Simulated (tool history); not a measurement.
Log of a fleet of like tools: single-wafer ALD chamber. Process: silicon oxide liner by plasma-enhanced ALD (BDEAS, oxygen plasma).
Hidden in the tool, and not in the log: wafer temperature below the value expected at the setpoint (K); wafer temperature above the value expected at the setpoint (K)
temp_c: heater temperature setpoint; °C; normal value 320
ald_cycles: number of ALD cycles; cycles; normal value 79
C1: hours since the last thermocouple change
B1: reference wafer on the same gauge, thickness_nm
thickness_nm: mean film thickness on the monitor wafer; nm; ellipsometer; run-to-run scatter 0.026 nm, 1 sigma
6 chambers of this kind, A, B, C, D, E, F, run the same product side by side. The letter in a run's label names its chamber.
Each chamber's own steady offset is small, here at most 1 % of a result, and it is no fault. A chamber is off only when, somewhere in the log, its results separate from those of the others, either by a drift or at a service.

-- hour=0.4 chamber C: thermocouple changed; heater temperature recalibrated
run 1A hour=4.6 | temp_c=320 ald_cycles=79 | C1=1954.4 | B1=7.4807 | thickness_nm=7.2377
run 2E hour=9.2 | temp_c=320 ald_cycles=79 | C1=1205.6 | B1=7.4736 | thickness_nm=7.2164
run 3B hour=12.7 | temp_c=320 ald_cycles=79 | C1=1602.6 | B1=7.4807 | thickness_nm=7.1668
run 4F hour=16.5 | temp_c=320 ald_cycles=79 | C1=625.3 | B1=7.4756 | thickness_nm=7.1796
run 5C hour=22.6 | temp_c=320 ald_cycles=79 | C1=22.3 | B1=7.4801 | thickness_nm=7.1229
run 6D hour=26 | temp_c=320 ald_cycles=79 | C1=352.9 | B1=7.4801 | thickness_nm=7.1906
run 7E hour=30.4 | temp_c=320 ald_cycles=79 | C1=1226.8 | B1=7.4799 | thickness_nm=7.1443
run 8D hour=34.2 | temp_c=320 ald_cycles=79 | C1=361.1 | B1=7.4832 | thickness_nm=7.1674
run 9A hour=37.5 | temp_c=320 ald_cycles=79 | C1=1987.3 | B1=7.4751 | thickness_nm=7.2259
run 10F hour=42.8 | temp_c=320 ald_cycles=79 | C1=651.6 | B1=7.4787 | thickness_nm=7.2011
run 11C hour=48.4 | temp_c=320 ald_cycles=79 | C1=48.1 | B1=7.4865 | thickness_nm=7.1002
run 12B hour=51.2 | temp_c=320 ald_cycles=79 | C1=1641.1 | B1=7.4749 | thickness_nm=7.1719
-- hour=51.7 chamber A: thermocouple changed; heater temperature recalibrated
run 13C hour=57.1 | temp_c=320 ald_cycles=79 | C1=56.8 | B1=7.484 | thickness_nm=7.142
run 14E hour=63.3 | temp_c=320 ald_cycles=79 | C1=1259.7 | B1=7.4844 | thickness_nm=7.1763
run 15F hour=67.9 | temp_c=320 ald_cycles=79 | C1=676.7 | B1=7.478 | thickness_nm=7.1447
run 16D hour=71.3 | temp_c=320 ald_cycles=79 | C1=398.2 | B1=7.4815 | thickness_nm=7.1682
run 17B hour=77.4 | temp_c=320 ald_cycles=79 | C1=1667.3 | B1=7.4788 | thickness_nm=7.2269
run 18A hour=80.5 | temp_c=320 ald_cycles=79 | C1=28.8 | B1=7.4818 | thickness_nm=7.1815
run 19D hour=84.9 | temp_c=320 ald_cycles=79 | C1=411.8 | B1=7.4807 | thickness_nm=7.2423
run 20E hour=90.4 | temp_c=320 ald_cycles=79 | C1=1286.8 | B1=7.4718 | thickness_nm=7.1629
run 21F hour=95.9 | temp_c=320 ald_cycles=79 | C1=704.7 | B1=7.4743 | thickness_nm=7.1622
run 22B hour=100.3 | temp_c=320 ald_cycles=87 | C1=1690.2 | B1=7.4772 | thickness_nm=7.8811
run 23C hour=105.1 | temp_c=320 ald_cycles=87 | C1=104.8 | B1=7.4767 | thickness_nm=7.9017
run 24A hour=110.6 | temp_c=320 ald_cycles=87 | C1=58.9 | B1=7.482 | thickness_nm=7.9235
run 25B hour=114.1 | temp_c=320 ald_cycles=87 | C1=1704 | B1=7.4814 | thickness_nm=7.8631
run 26E hour=119.2 | temp_c=320 ald_cycles=87 | C1=1315.6 | B1=7.4757 | thickness_nm=7.8886
run 27F hour=123.4 | temp_c=320 ald_cycles=87 | C1=732.2 | B1=7.4879 | thickness_nm=7.8981
run 28C hour=127.4 | temp_c=320 ald_cycles=79 | C1=127.1 | B1=7.478 | thickness_nm=7.1441
run 29D hour=132.5 | temp_c=320 ald_cycles=79 | C1=459.4 | B1=7.483 | thickness_nm=7.1416
run 30A hour=138.6 | temp_c=320 ald_cycles=79 | C1=86.9 | B1=7.4843 | thickness_nm=7.209
run 31C hour=144.7 | temp_c=320 ald_cycles=79 | C1=144.4 | B1=7.4793 | thickness_nm=7.1419
run 32D hour=148.6 | temp_c=320 ald_cycles=79 | C1=475.5 | B1=7.4809 | thickness_nm=7.1998
run 33B hour=152.7 | temp_c=320 ald_cycles=79 | C1=1742.6 | B1=7.4737 | thickness_nm=7.1934
run 34E hour=157.8 | temp_c=320 ald_cycles=79 | C1=1354.2 | B1=7.4819 | thickness_nm=7.1608
run 35F hour=162.7 | temp_c=320 ald_cycles=79 | C1=771.5 | B1=7.4786 | thickness_nm=7.2135
run 36A hour=168.1 | temp_c=320 ald_cycles=79 | C1=116.4 | B1=7.4911 | thickness_nm=7.2358
run 37C hour=172.1 | temp_c=320 ald_cycles=79 | C1=171.8 | B1=7.4827 | thickness_nm=7.2091
run 38A hour=177.1 | temp_c=328 ald_cycles=74 | C1=125.4 | B1=7.4823 | thickness_nm=6.7118
run 39F hour=182.1 | temp_c=328 ald_cycles=74 | C1=790.9 | B1=7.4747 | thickness_nm=6.6173
run 40E hour=186.3 | temp_c=328 ald_cycles=74 | C1=1382.7 | B1=7.4736 | thickness_nm=6.6404
run 41D hour=192.2 | temp_c=328 ald_cycles=74 | C1=519.1 | B1=7.4818 | thickness_nm=6.6811
run 42B hour=196.3 | temp_c=328 ald_cycles=74 | C1=1786.2 | B1=7.4803 | thickness_nm=6.6305
run 43C hour=200.9 | temp_c=328 ald_cycles=74 | C1=200.6 | B1=7.479 | thickness_nm=6.5984

Does one chamber stand apart from the rest, does the shared gauge drift, or is all well apart from small per-chamber offsets? Give the chamber and the most likely cause, where there is one.

All chambers stay in line apart from their small fixed offsets, and the gauge does not drift.
